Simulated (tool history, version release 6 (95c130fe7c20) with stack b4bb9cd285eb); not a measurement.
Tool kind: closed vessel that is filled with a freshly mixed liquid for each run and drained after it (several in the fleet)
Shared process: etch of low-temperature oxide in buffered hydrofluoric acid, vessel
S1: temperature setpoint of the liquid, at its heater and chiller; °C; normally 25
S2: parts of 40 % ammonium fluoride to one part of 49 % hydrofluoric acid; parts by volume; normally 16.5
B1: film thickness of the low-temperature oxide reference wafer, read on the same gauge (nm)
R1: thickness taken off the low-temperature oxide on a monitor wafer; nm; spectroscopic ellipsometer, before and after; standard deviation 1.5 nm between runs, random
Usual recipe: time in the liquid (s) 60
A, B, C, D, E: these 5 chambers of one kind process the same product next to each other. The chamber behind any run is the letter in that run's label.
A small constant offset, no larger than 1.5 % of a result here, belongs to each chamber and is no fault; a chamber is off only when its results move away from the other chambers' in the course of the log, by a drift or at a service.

Run 1D, day 0.121: usual settings; B1 40.011. Result: R1 180.96 nm.
Run 2A, day 0.350: usual settings; B1 40.006. Result: R1 184.96 nm.
Run 3B, day 0.546: usual settings; B1 39.998. Result: R1 178.76 nm.
Run 4E, day 0.746: usual settings; B1 39.986. Result: R1 179.02 nm.
Run 5C, day 0.950: usual settings but S2 19.0 parts by volume, time in the liquid (s) 85; B1 39.999. Result: R1 221.21 nm.
Run 6E, day 1.129: usual settings but S2 19.0 parts by volume, time in the liquid (s) 85; B1 39.986. Result: R1 219.16 nm.
At day 1.329: chamber B: hydrofluoric acid flow meter replaced.
Run 7A, day 1.342: usual settings but S2 19.0 parts by volume, time in the liquid (s) 85; B1 40.012. Result: R1 226.57 nm.
Run 8D, day 1.571: usual settings but S2 19.0 parts by volume, time in the liquid (s) 85; B1 39.973. Result: R1 221.21 nm.
Run 9C, day 1.738: usual settings but S2 19.0 parts by volume, time in the liquid (s) 85; B1 39.997. Result: R1 219.66 nm.
Run 10B, day 1.983: usual settings; B1 40.015. Result: R1 180.82 nm.
Run 11A, day 2.208: usual settings; B1 40.011. Result: R1 180.03 nm.
Run 12D, day 2.392: usual settings; B1 39.982. Result: R1 180.38 nm.
Run 13B, day 2.558: usual settings; B1 39.999. Result: R1 178.69 nm.
Run 14E, day 2.762: usual settings; B1 40.002. Result: R1 179.51 nm.
Run 15C, day 2.896: usual settings; B1 39.998. Result: R1 180.82 nm.
Run 16D, day 3.088: usual settings but S1 27 °C; B1 40.009. Result: R1 198.78 nm.
Run 17B, day 3.208: usual settings but S1 27 °C; B1 39.992. Result: R1 199.69 nm.
Run 18A, day 3.404: usual settings but S1 27 °C; B1 39.980. Result: R1 203.49 nm.
Run 19C, day 3.608: usual settings but S1 27 °C; B1 39.986. Result: R1 202.27 nm.
Run 20E, day 3.717: usual settings but S1 27 °C; B1 39.999. Result: R1 198.52 nm.
Run 21C, day 3.879: usual settings; B1 39.995. Result: R1 178.86 nm.
Run 22E, day 4.079: usual settings but S2 19.0 parts by volume; B1 40.007. Result: R1 155.85 nm.
Run 23D, day 4.304: usual settings but S2 19.0 parts by volume; B1 40.005. Result: R1 156.25 nm.
Run 24B, day 4.458: usual settings but S2 19.0 parts by volume; B1 40.023. Result: R1 157.57 nm.
Run 25A, day 4.642: usual settings but S2 19.0 parts by volume; B1 39.995. Result: R1 158.20 nm.
Run 26E, day 4.821: usual settings but S2 19.0 parts by volume; B1 40.003. Result: R1 157.60 nm.
Run 27D, day 4.929: usual settings; B1 40.019. Result: R1 178.17 nm.
Run 28B, day 5.104: usual settings; B1 39.997. Result: R1 179.93 nm.
Run 29A, day 5.275: usual settings but S2 11.0 parts by volume; B1 40.010. Result: R1 272.34 nm.
Run 30C, day 5.496: usual settings but S2 11.0 parts by volume; B1 40.016. Result: R1 264.01 nm.
Run 31A, day 5.738: usual settings but S2 11.0 parts by volume; B1 39.994. Result: R1 277.92 nm.
Run 32D, day 5.900: usual settings but S2 11.0 parts by volume; B1 40.000. Result: R1 266.47 nm.
Run 33C, day 6.100: usual settings but S2 11.0 parts by volume; B1 39.991. Result: R1 264.35 nm.
Run 34E, day 6.308: usual settings; B1 39.996. Result: R1 178.83 nm.
Run 35B, day 6.442: usual settings; B1 40.012. Result: R1 181.32 nm.
Run 36B, day 6.600: usual settings; B1 40.016. Result: R1 181.83 nm.

Predict what each chamber gives when all 5 of them run the settings below next.
Run 37A, day 6.779: usual settings but time in the liquid (s) 90. Result: R1 ?.
Run 37B, day 6.779: usual settings but time in the liquid (s) 90. Result: R1 ?.
Run 37C, day 6.779: usual settings but time in the liquid (s) 90. Result: R1 ?.
Run 37D, day 6.779: usual settings but time in the liquid (s) 90. Result: R1 ?.
Run 37E, day 6.779: usual settings but time in the liquid (s) 90. Result: R1 ?.

run      R1
37A  273.26
37B  272.53
37C  268.33
37D  271.87
37E  271.18
